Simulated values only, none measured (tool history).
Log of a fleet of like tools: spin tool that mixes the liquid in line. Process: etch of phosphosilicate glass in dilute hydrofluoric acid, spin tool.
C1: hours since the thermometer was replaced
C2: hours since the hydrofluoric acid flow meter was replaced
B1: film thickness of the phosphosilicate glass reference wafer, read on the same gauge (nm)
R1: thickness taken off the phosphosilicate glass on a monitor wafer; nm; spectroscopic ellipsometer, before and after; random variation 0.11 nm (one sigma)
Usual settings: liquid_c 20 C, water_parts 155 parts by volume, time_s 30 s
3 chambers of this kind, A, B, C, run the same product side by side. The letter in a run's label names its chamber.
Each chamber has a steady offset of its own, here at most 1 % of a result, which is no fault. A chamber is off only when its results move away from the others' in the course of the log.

Run 1B, hour 8.7: usual settings; C1 960.8; C2 961.4; B1 149.96. Result: R1 20.619 nm.
Run 2A, hour 15.2: usual settings; C1 417.5; C2 1453.5; B1 149.94. Result: R1 21.135 nm.
Run 3C, hour 24.7: usual settings; C1 155.2; C2 416.8; B1 150.01. Result: R1 20.719 nm.
Run 4A, hour 34.2: usual settings; C1 436.5; C2 1472.5; B1 150.02. Result: R1 21.191 nm.
Run 5C, hour 42.7: usual settings but liquid_c 21.5 C; C1 173.2; C2 434.8; B1 150.01. Result: R1 22.163 nm.
Run 6B, hour 53.8: usual settings but liquid_c 21.5 C; C1 1005.9; C2 1006.5; B1 149.97. Result: R1 22.189 nm.
Run 7A, hour 61.9: usual settings but liquid_c 21.5 C; C1 464.2; C2 1500.2; B1 150. Result: R1 22.311 nm.
Run 8C, hour 67.4: usual settings; C1 197.9; C2 459.5; B1 150.01. Result: R1 20.972 nm.
Run 9B, hour 77.1: usual settings; C1 1029.2; C2 1029.8; B1 150.01. Result: R1 20.965 nm.
Run 10A, hour 85: usual settings but liquid_c 24 C, water_parts 90 parts by volume; C1 487.3; C2 1523.3; B1 150.02. Result: R1 45.606 nm.
Run 11C, hour 92: usual settings but liquid_c 24 C, water_parts 90 parts by volume; C1 222.5; C2 484.1; B1 150. Result: R1 44.703 nm.
Run 12B, hour 98.6: usual settings but liquid_c 24 C, water_parts 90 parts by volume; C1 1050.7; C2 1051.3; B1 150.04. Result: R1 45.197 nm.
Run 13A, hour 107.8: usual settings; C1 510.1; C2 1546.1; B1 150.05. Result: R1 21.098 nm.
Run 14C, hour 113.3: usual settings; C1 243.8; C2 505.4; B1 150. Result: R1 20.777 nm.
Run 15B, hour 122.2: usual settings; C1 1074.3; C2 1074.9; B1 149.97. Result: R1 20.823 nm.
Run 16B, hour 132: usual settings; C1 1084.1; C2 1084.7; B1 149.99. Result: R1 20.966 nm.
Run 17A, hour 140.4: usual settings; C1 542.7; C2 1578.7; B1 149.98. Result: R1 21.27 nm.
Run 18C, hour 148.9: usual settings; C1 279.4; C2 541; B1 149.99. Result: R1 21.1 nm.
Run 19A, hour 154.2: usual settings; C1 556.5; C2 1592.5; B1 149.97. Result: R1 21.326 nm.
At hour 157.1: chamber B: hydrofluoric acid flow meter replaced.
Run 20C, hour 159.3: usual settings; C1 289.8; C2 551.4; B1 149.97. Result: R1 20.969 nm.
At hour 167.4: chamber C: hydrofluoric acid flow meter replaced.
Run 21B, hour 169.8: usual settings; C1 1121.9; C2 12.8; B1 150.02. Result: R1 20.984 nm.
Run 22B, hour 179: usual settings; C1 1131.1; C2 22; B1 150. Result: R1 20.778 nm.
Run 23C, hour 185.9: usual settings; C1 316.4; C2 18.6; B1 150.05. Result: R1 21.509 nm.
Run 24A, hour 197.2: usual settings but liquid_c 23.5 C, time_s 15 s; C1 599.5; C2 1635.5; B1 150. Result: R1 12.138 nm.
Run 25A, hour 204.5: usual settings but liquid_c 23.5 C, time_s 15 s; C1 606.8; C2 1642.8; B1 149.97. Result: R1 12.119 nm.
Run 26C, hour 214.7: usual settings but liquid_c 23.5 C, time_s 15 s; C1 345.2; C2 47.4; B1 150.01. Result: R1 12.294 nm.
Run 27B, hour 224.6: usual settings but liquid_c 24.5 C; C1 1176.7; C2 67.6; B1 149.97. Result: R1 24.783 nm.
Run 28A, hour 232.2: usual settings but liquid_c 24.5 C; C1 634.5; C2 1670.5; B1 149.97. Result: R1 25.296 nm.
Run 29C, hour 243.1: usual settings but liquid_c 24.5 C; C1 373.6; C2 75.8; B1 150. Result: R1 25.934 nm.
Run 30B, hour 249.6: usual settings but time_s 45 s; C1 1201.7; C2 92.6; B1 149.99. Result: R1 31.36 nm.
Run 31C, hour 257: usual settings but time_s 45 s; C1 387.5; C2 89.7; B1 150.01. Result: R1 32.728 nm.
Run 32B, hour 267.1: usual settings but time_s 45 s; C1 1219.2; C2 110.1; B1 150.01. Result: R1 31.278 nm.
Run 33A, hour 276.3: usual settings but time_s 15 s; C1 678.6; C2 1714.6; B1 150. Result: R1 10.48 nm.
Run 34B, hour 284.3: usual settings but time_s 15 s; C1 1236.4; C2 127.3; B1 149.97. Result: R1 10.514 nm.
Run 35A, hour 292.5: usual settings but time_s 15 s; C1 694.8; C2 1730.8; B1 149.99. Result: R1 10.617 nm.
Run 36C, hour 297.5: usual settings; C1 428; C2 130.2; B1 150.02. Result: R1 22.155 nm.
Run 37A, hour 304.3: usual settings; C1 706.6; C2 1742.6; B1 150.05. Result: R1 21.168 nm.
Run 38C, hour 311.2: usual settings; C1 441.7; C2 143.9; B1 150. Result: R1 22.126 nm.
Run 39B, hour 320.5: usual settings; C1 1272.6; C2 163.5; B1 150.01. Result: R1 20.971 nm.
Run 40B, hour 327.6: usual settings; C1 1279.7; C2 170.6; B1 150.07. Result: R1 20.938 nm.

Is one chamber off against the others, does the gauge drift, or is nothing wrong? If a chamber is off, say which, and what the likeliest cause is.

Chamber C drifts away from the others.
Cause: liquid hotter than its thermometer reads (K) = 1.56.

Here are 4 candidates for chamber C's next run, each the usual settings with a change, their results left as question marks. Which one brings its results back in line with what the others give on the usual settings?
In line means no further than this from the other chambers' mean on the usual settings: R1 0.38 nm
Run 41C-1, hour 335.7: usual settings but liquid_c 18.5 C. Result: R1 ?.
Run 41C-2, hour 335.7: usual settings but water_parts 140 parts by volume. Result: R1 ?.
Run 41C-3, hour 335.7: usual settings but liquid_c 21.5 C. Result: R1 ?.
Run 41C-4, hour 335.7: usual settings but liquid_c 17 C. Result: R1 ?.

The other chambers' mean on the usual settings: R1 21.003 nm
  run      R1
41C-1  20.993
41C-2  24.992
41C-3  23.556
41C-4  19.788
41C-1 brings the chamber back in line.
